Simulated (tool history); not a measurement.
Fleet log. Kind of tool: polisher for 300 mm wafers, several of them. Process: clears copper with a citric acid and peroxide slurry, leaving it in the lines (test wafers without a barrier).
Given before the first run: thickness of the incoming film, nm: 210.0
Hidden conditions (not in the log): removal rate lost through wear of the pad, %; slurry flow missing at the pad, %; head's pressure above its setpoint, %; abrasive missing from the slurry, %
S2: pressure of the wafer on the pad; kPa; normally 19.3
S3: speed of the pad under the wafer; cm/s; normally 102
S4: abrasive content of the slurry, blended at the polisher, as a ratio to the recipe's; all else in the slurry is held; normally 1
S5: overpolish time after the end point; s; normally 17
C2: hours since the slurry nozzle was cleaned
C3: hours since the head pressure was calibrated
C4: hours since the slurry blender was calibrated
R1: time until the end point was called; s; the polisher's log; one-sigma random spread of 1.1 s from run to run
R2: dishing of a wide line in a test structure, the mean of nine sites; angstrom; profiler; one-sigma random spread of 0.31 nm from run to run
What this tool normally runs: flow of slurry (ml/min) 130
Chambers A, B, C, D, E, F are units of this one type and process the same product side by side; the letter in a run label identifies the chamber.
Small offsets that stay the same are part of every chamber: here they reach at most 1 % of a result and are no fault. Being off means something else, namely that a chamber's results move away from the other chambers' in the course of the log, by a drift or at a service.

{"run": "1F", "day": 0.242, "flow of slurry (ml/min)": 130, "S2": 19.3, "S3": 102, "S4": 1, "S5": 17, "wafers polished on this pad": 419, "C2": 210.6, "C3": 233.9, "C4": 124.9, "R1": 113.87, "R2": 233}
{"run": "2D", "day": 0.675, "flow of slurry (ml/min)": 130, "S2": 19.3, "S3": 102, "S4": 1, "S5": 17, "wafers polished on this pad": 1228, "C2": 615.9, "C3": 1287.4, "C4": 233, "R1": 115.72, "R2": 229.23}
{"run": "3A", "day": 1.038, "flow of slurry (ml/min)": 130, "S2": 19.3, "S3": 102, "S4": 1, "S5": 17, "wafers polished on this pad": 708, "C2": 140.6, "C3": 402, "C4": 401, "R1": 117.44, "R2": 227.86}
{"day": 1.054, "done": "chamber E: worn pad replaced by a new one"}
{"run": "4B", "day": 1.283, "flow of slurry (ml/min)": 130, "S2": 19.3, "S3": 102, "S4": 1, "S5": 17, "wafers polished on this pad": 563, "C2": 511, "C3": 553.8, "C4": 160.7, "R1": 113.75, "R2": 228.84}
{"day": 1.308, "done": "chamber D: worn pad replaced by a new one"}
{"day": 1.525, "done": "chamber A: slurry blender recalibrated"}
{"day": 1.562, "done": "chamber E: head pressure recalibrated"}
{"day": 1.633, "done": "chamber F: slurry blender recalibrated"}
{"run": "5E", "day": 1.646, "flow of slurry (ml/min)": 130, "S2": 19.3, "S3": 102, "S4": 1, "S5": 17, "wafers polished on this pad": 175, "C2": 95.5, "C3": 2.1, "C4": 163.5, "R1": 113.92, "R2": 221.71}
{"day": 1.733, "done": "chamber C: worn pad replaced by a new one"}
{"run": "6C", "day": 2.133, "flow of slurry (ml/min)": 130, "S2": 19.3, "S3": 102, "S4": 1, "S5": 17, "wafers polished on this pad": 119, "C2": 239.9, "C3": 461.3, "C4": 92, "R1": 114.66, "R2": 225.81}
{"day": 2.458, "done": "chamber A: worn pad replaced by a new one"}
{"run": "7D", "day": 2.562, "flow of slurry (ml/min)": 130, "S2": 19.3, "S3": 102, "S4": 1, "S5": 17, "wafers polished on this pad": 370, "C2": 661.2, "C3": 1332.7, "C4": 278.3, "R1": 116.17, "R2": 224.08}
{"day": 2.9, "done": "chamber B: slurry blender recalibrated"}
{"run": "8C", "day": 2.967, "flow of slurry (ml/min)": 130, "S2": 19.3, "S3": 102, "S4": 1, "S5": 17, "wafers polished on this pad": 365, "C2": 259.9, "C3": 481.3, "C4": 112, "R1": 114.95, "R2": 224.7}
{"run": "9E", "day": 3.217, "flow of slurry (ml/min)": 130, "S2": 19.3, "S3": 102, "S4": 1, "S5": 17, "wafers polished on this pad": 639, "C2": 133.2, "C3": 39.8, "C4": 201.2, "R1": 115.37, "R2": 230.38}
{"day": 3.258, "done": "chamber B: slurry nozzle cleaned"}
{"day": 3.35, "done": "chamber C: slurry nozzle cleaned"}
{"day": 3.45, "done": "chamber F: worn pad replaced by a new one"}
{"run": "10A", "day": 3.596, "flow of slurry (ml/min)": 130, "S2": 19.3, "S3": 102, "S4": 1, "S5": 17, "wafers polished on this pad": 336, "C2": 202, "C3": 463.4, "C4": 49.8, "R1": 116.7, "R2": 222.69}
{"day": 3.65, "done": "chamber D: head pressure recalibrated"}
{"run": "11B", "day": 4.075, "flow of slurry (ml/min)": 130, "S2": 19.3, "S3": 102, "S4": 1, "S5": 17, "wafers polished on this pad": 1388, "C2": 19.7, "C3": 620.8, "C4": 28.3, "R1": 112.48, "R2": 231.26}
{"day": 4.212, "done": "chamber E: worn pad replaced by a new one"}
{"run": "12F", "day": 4.3, "flow of slurry (ml/min)": 130, "S2": 19.3, "S3": 102, "S4": 1, "S5": 17, "wafers polished on this pad": 251, "C2": 308, "C3": 331.3, "C4": 64, "R1": 113.69, "R2": 236.03}
{"day": 4.317, "done": "chamber C: worn pad replaced by a new one"}
{"day": 4.412, "done": "chamber D: slurry blender recalibrated"}
{"run": "13E", "day": 4.642, "flow of slurry (ml/min)": 130, "S2": 19.3, "S3": 102, "S4": 1, "S5": 17, "wafers polished on this pad": 127, "C2": 167.4, "C3": 74, "C4": 235.4, "R1": 114.09, "R2": 232.78}
{"run": "14C", "day": 5.025, "flow of slurry (ml/min)": 130, "S2": 19.3, "S3": 102, "S4": 1, "S5": 17, "wafers polished on this pad": 209, "C2": 40.3, "C3": 530.7, "C4": 161.4, "R1": 114.17, "R2": 230.81}
{"day": 5.438, "done": "chamber D: worn pad replaced by a new one"}
{"run": "15F", "day": 5.496, "flow of slurry (ml/min)": 130, "S2": 19.3, "S3": 102, "S4": 1, "S5": 17, "wafers polished on this pad": 604, "C2": 336.7, "C3": 360, "C4": 92.7, "R1": 116.19, "R2": 230.94}
{"run": "16B", "day": 5.767, "flow of slurry (ml/min)": 130, "S2": 19.3, "S3": 102, "S4": 1, "S5": 20, "wafers polished on this pad": 1887, "C2": 60.3, "C3": 661.4, "C4": 68.9, "R1": 115.6, "R2": 260.31}
{"run": "17A", "day": 6.088, "flow of slurry (ml/min)": 130, "S2": 19.3, "S3": 102, "S4": 1, "S5": 20, "wafers polished on this pad": 1071, "C2": 261.8, "C3": 523.2, "C4": 109.6, "R1": 114.05, "R2": 266.01}
{"day": 6.246, "done": "chamber A: worn pad replaced by a new one"}
{"run": "18D", "day": 6.388, "flow of slurry (ml/min)": 130, "S2": 19.3, "S3": 102, "S4": 1, "S5": 20, "wafers polished on this pad": 281, "C2": 753, "C3": 65.8, "C4": 47.4, "R1": 113.78, "R2": 263.4}
{"run": "19E", "day": 6.842, "flow of slurry (ml/min)": 130, "S2": 19.3, "S3": 102, "S4": 1, "S5": 20, "wafers polished on this pad": 776, "C2": 220.2, "C3": 126.8, "C4": 288.2, "R1": 115.47, "R2": 259.65}
{"run": "20D", "day": 7.208, "flow of slurry (ml/min)": 130, "S2": 19.3, "S3": 102, "S4": 1, "S5": 20, "wafers polished on this pad": 523, "C2": 772.7, "C3": 85.5, "C4": 67.1, "R1": 113.71, "R2": 269.13}
{"day": 7.304, "done": "chamber C: worn pad replaced by a new one"}
{"run": "21F", "day": 7.45, "flow of slurry (ml/min)": 130, "S2": 19.3, "S3": 102, "S4": 1, "S5": 20, "wafers polished on this pad": 1181, "C2": 383.6, "C3": 406.9, "C4": 139.6, "R1": 113.43, "R2": 271.04}
{"day": 7.508, "done": "chamber F: worn pad replaced by a new one"}
{"day": 7.704, "done": "chamber E: worn pad replaced by a new one"}
{"run": "22B", "day": 7.942, "flow of slurry (ml/min)": 130, "S2": 19.3, "S3": 102, "S4": 1, "S5": 17, "wafers polished on this pad": 2529, "C2": 112.5, "C3": 713.6, "C4": 121.1, "R1": 120.48, "R2": 219.58}
{"run": "23C", "day": 8.408, "flow of slurry (ml/min)": 130, "S2": 19.3, "S3": 102, "S4": 1, "S5": 12, "wafers polished on this pad": 326, "C2": 121.5, "C3": 611.9, "C4": 242.6, "R1": 114.4, "R2": 165.4}
{"day": 8.433, "done": "chamber F: slurry blender recalibrated"}
{"run": "24A", "day": 8.825, "flow of slurry (ml/min)": 130, "S2": 19.3, "S3": 102, "S4": 1, "S5": 12, "wafers polished on this pad": 762, "C2": 327.5, "C3": 588.9, "C4": 175.3, "R1": 115.78, "R2": 166.2}
{"run": "25A", "day": 9.062, "flow of slurry (ml/min)": 130, "S2": 19.3, "S3": 102, "S4": 1, "S5": 12, "wafers polished on this pad": 832, "C2": 333.2, "C3": 594.6, "C4": 181, "R1": 115.98, "R2": 165.48}
{"day": 9.238, "done": "chamber C: slurry blender recalibrated"}
{"run": "26C", "day": 9.412, "flow of slurry (ml/min)": 130, "S2": 19.3, "S3": 102, "S4": 1, "S5": 12, "wafers polished on this pad": 622, "C2": 145.6, "C3": 636, "C4": 4.2, "R1": 113.05, "R2": 160.93}
{"run": "27F", "day": 9.679, "flow of slurry (ml/min)": 130, "S2": 19.3, "S3": 102, "S4": 1, "S5": 12, "wafers polished on this pad": 640, "C2": 437.1, "C3": 460.4, "C4": 29.9, "R1": 114.6, "R2": 166.76}
{"day": 9.704, "done": "chamber E: slurry blender recalibrated"}
{"day": 9.862, "done": "chamber A: worn pad replaced by a new one"}
{"run": "28E", "day": 10.021, "flow of slurry (ml/min)": 130, "S2": 19.3, "S3": 102, "S4": 1, "S5": 12, "wafers polished on this pad": 684, "C2": 296.5, "C3": 203.1, "C4": 7.7, "R1": 114.58, "R2": 164.88}
{"day": 10.083, "done": "chamber C: worn pad replaced by a new one"}
{"run": "29B", "day": 10.338, "flow of slurry (ml/min)": 130, "S2": 19.3, "S3": 102, "S4": 1, "S5": 17, "wafers polished on this pad": 3237, "C2": 170, "C3": 771.1, "C4": 178.6, "R1": 121.96, "R2": 216.73}
{"day": 10.542, "done": "chamber D: worn pad replaced by a new one"}
{"run": "30D", "day": 10.825, "flow of slurry (ml/min)": 130, "S2": 19.3, "S3": 102, "S4": 1, "S5": 17, "wafers polished on this pad": 84, "C2": 859.5, "C3": 172.3, "C4": 153.9, "R1": 113.82, "R2": 226.1}
{"run": "31C", "day": 11.046, "flow of slurry (ml/min)": 130, "S2": 19.3, "S3": 102, "S4": 1, "S5": 17, "wafers polished on this pad": 284, "C2": 184.8, "C3": 675.2, "C4": 43.4, "R1": 113.98, "R2": 226.57}
{"day": 11.125, "done": "chamber B: head pressure recalibrated"}
{"day": 11.142, "done": "chamber F: worn pad replaced by a new one"}
{"day": 11.2, "done": "chamber E: worn pad replaced by a new one"}
{"run": "32A", "day": 11.388, "flow of slurry (ml/min)": 150, "S2": 19.3, "S3": 102, "S4": 1, "S5": 17, "wafers polished on this pad": 450, "C2": 389, "C3": 650.4, "C4": 236.8, "R1": 111.79, "R2": 228.12}
{"day": 11.554, "done": "chamber F: slurry nozzle cleaned"}
{"run": "33F", "day": 11.779, "flow of slurry (ml/min)": 150, "S2": 19.3, "S3": 102, "S4": 1, "S5": 17, "wafers polished on this pad": 188, "C2": 5.4, "C3": 510.8, "C4": 80.3, "R1": 110.17, "R2": 236.25}
{"run": "34E", "day": 12.262, "flow of slurry (ml/min)": 150, "S2": 19.3, "S3": 102, "S4": 1, "S5": 17, "wafers polished on this pad": 313, "C2": 350.3, "C3": 256.9, "C4": 61.5, "R1": 113.33, "R2": 237.38}
{"run": "35D", "day": 12.696, "flow of slurry (ml/min)": 150, "S2": 19.3, "S3": 102, "S4": 1, "S5": 17, "wafers polished on this pad": 637, "C2": 904.4, "C3": 217.2, "C4": 198.8, "R1": 111.02, "R2": 235.12}
{"day": 12.8, "done": "chamber B: slurry blender recalibrated"}
{"run": "36B", "day": 12.971, "flow of slurry (ml/min)": 150, "S2": 19.3, "S3": 102, "S4": 1, "S5": 17, "wafers polished on this pad": 4014, "C2": 233.2, "C3": 44.3, "C4": 4.2, "R1": 124.89, "R2": 209.72}
{"run": "37B", "day": 13.425, "flow of slurry (ml/min)": 150, "S2": 19.3, "S3": 102, "S4": 1, "S5": 17, "wafers polished on this pad": 4148, "C2": 244.1, "C3": 55.2, "C4": 15.1, "R1": 124.26, "R2": 211.46}

The same settings go to every chamber for the next run, one line per chamber below. Forecast the results for each:
{"run": "38A", "day": 13.775, "flow of slurry (ml/min)": 130, "S2": 19.3, "S3": 102, "S4": 0.8, "S5": 17, "R1": "?", "R2": "?"}
{"run": "38B", "day": 13.775, "flow of slurry (ml/min)": 130, "S2": 19.3, "S3": 102, "S4": 0.8, "S5": 17, "R1": "?", "R2": "?"}
{"run": "38C", "day": 13.775, "flow of slurry (ml/min)": 130, "S2": 19.3, "S3": 102, "S4": 0.8, "S5": 17, "R1": "?", "R2": "?"}
{"run": "38D", "day": 13.775, "flow of slurry (ml/min)": 130, "S2": 19.3, "S3": 102, "S4": 0.8, "S5": 17, "R1": "?", "R2": "?"}
{"run": "38E", "day": 13.775, "flow of slurry (ml/min)": 130, "S2": 19.3, "S3": 102, "S4": 0.8, "S5": 17, "R1": "?", "R2": "?"}
{"run": "38F", "day": 13.775, "flow of slurry (ml/min)": 130, "S2": 19.3, "S3": 102, "S4": 0.8, "S5": 17, "R1": "?", "R2": "?"}

run=38A R1=123.47 R2=215.84
run=38B R1=136.37 R2=196.4
run=38C R1=120.47 R2=217.05
run=38D R1=121.69 R2=216.85
run=38E R1=119 R2=223.9
run=38F R1=119.47 R2=222.93

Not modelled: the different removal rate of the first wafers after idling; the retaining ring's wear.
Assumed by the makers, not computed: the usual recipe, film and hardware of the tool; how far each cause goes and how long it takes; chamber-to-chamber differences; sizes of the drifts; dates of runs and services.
